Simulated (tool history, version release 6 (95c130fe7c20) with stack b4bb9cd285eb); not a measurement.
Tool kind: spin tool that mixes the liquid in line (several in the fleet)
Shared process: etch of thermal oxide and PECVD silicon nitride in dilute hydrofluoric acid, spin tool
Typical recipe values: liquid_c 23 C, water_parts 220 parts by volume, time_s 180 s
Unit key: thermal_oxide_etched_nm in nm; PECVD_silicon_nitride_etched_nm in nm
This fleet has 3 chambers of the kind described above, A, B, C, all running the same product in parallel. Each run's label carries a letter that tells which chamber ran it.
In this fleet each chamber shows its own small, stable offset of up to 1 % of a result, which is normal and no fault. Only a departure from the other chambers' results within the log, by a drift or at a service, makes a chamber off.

| run | day | liquid_c | water_parts | time_s | hours since the thermometer was replaced | hours since the hydrofluoric acid flow meter was replaced | read-back film thickness of the thermal oxide reference wafer, read on the same gauge (nm) | read-back film thickness of the PECVD silicon nitride reference wafer, read on the same gauge (nm) | thermal_oxide_etched_nm | PECVD_silicon_nitride_etched_nm |
|---|---|---|---|---|---|---|---|---|---|---|
| 1A | 0.342 | 23 | 220 | 180 | 917.7 | 392.5 | 50.047 | 59.993 | 3.2999 | 2.0395 |
| 2C | 0.583 | 23 | 220 | 180 | 762.2 | 1322.3 | 50.011 | 60.016 | 3.2701 | 2.0063 |
| 3B | 0.792 | 23 | 220 | 180 | 1438.0 | 1311.8 | 49.999 | 59.952 | 3.2478 | 2.1252 |
| 4A | 1.062 | 23 | 220 | 180 | 935.0 | 409.8 | 49.999 | 59.978 | 3.3098 | 2.0579 |
| 5C | 1.246 | 23 | 220 | 180 | 778.1 | 1338.2 | 50.025 | 59.997 | 3.3007 | 2.1157 |
| 6B | 1.417 | 23 | 220 | 180 | 1453.0 | 1326.8 | 50.009 | 59.982 | 3.2345 | 2.1222 |
| 7B | 1.646 | 23 | 220 | 180 | 1458.5 | 1332.3 | 49.997 | 60.026 | 3.2974 | 2.0897 |
| 8C | 1.821 | 23 | 220 | 180 | 791.9 | 1352.0 | 50.016 | 60.039 | 3.2591 | 2.0901 |
| 9A | 1.996 | 23 | 220 | 180 | 957.4 | 432.2 | 49.957 | 60.006 | 3.2653 | 2.0868 |
| 10C | 2.288 | 23 | 220 | 180 | 803.1 | 1363.2 | 49.964 | 59.962 | 3.2908 | 2.0731 |
| 11B | 2.550 | 23 | 220 | 180 | 1480.2 | 1354.0 | 50.025 | 60.042 | 3.2529 | 2.0622 |
| 12A | 2.804 | 23 | 220 | 180 | 976.8 | 451.6 | 49.993 | 60.015 | 3.2072 | 2.0437 |
| 13A | 3.092 | 23 | 220 | 180 | 983.7 | 458.5 | 49.981 | 60.032 | 3.1863 | 2.0057 |
| 14B | 3.392 | 23 | 220 | 180 | 1500.4 | 1374.2 | 50.026 | 60.029 | 3.2691 | 2.1405 |
| 15C | 3.729 | 23 | 220 | 180 | 837.7 | 1397.8 | 49.986 | 60.058 | 3.2900 | 2.0672 |
| 16B | 3.921 | 23 | 290 | 180 | 1513.1 | 1386.9 | 50.069 | 60.008 | 2.3096 | 1.5782 |
| 17A | 4.183 | 23 | 290 | 180 | 1009.9 | 484.7 | 49.980 | 60.000 | 2.1626 | 1.5360 |
| 18C | 4.483 | 23 | 290 | 180 | 855.8 | 1415.9 | 49.984 | 59.996 | 2.3228 | 1.5965 |
| 19C | 4.729 | 23 | 250 | 180 | 861.7 | 1421.8 | 50.014 | 59.996 | 2.7937 | 1.8769 |
| 20A | 5.017 | 23 | 250 | 180 | 1029.9 | 504.7 | 50.023 | 59.980 | 2.5825 | 1.7876 |

Next, all 3 chambers run the settings below, one line each with question marks for the results. What does each chamber give?
| 21A | 5.275 | 20 | 220 | 180 |  |  |  |  | ? | ? |
| 21B | 5.275 | 20 | 220 | 180 |  |  |  |  | ? | ? |
| 21C | 5.275 | 20 | 220 | 180 |  |  |  |  | ? | ? |

| run | thermal_oxide_etched_nm | PECVD_silicon_nitride_etched_nm |
|---|---|---|
| 21A | 2.6594 | 1.6138 |
| 21B | 2.9149 | 1.6587 |
| 21C | 2.9172 | 1.6602 |

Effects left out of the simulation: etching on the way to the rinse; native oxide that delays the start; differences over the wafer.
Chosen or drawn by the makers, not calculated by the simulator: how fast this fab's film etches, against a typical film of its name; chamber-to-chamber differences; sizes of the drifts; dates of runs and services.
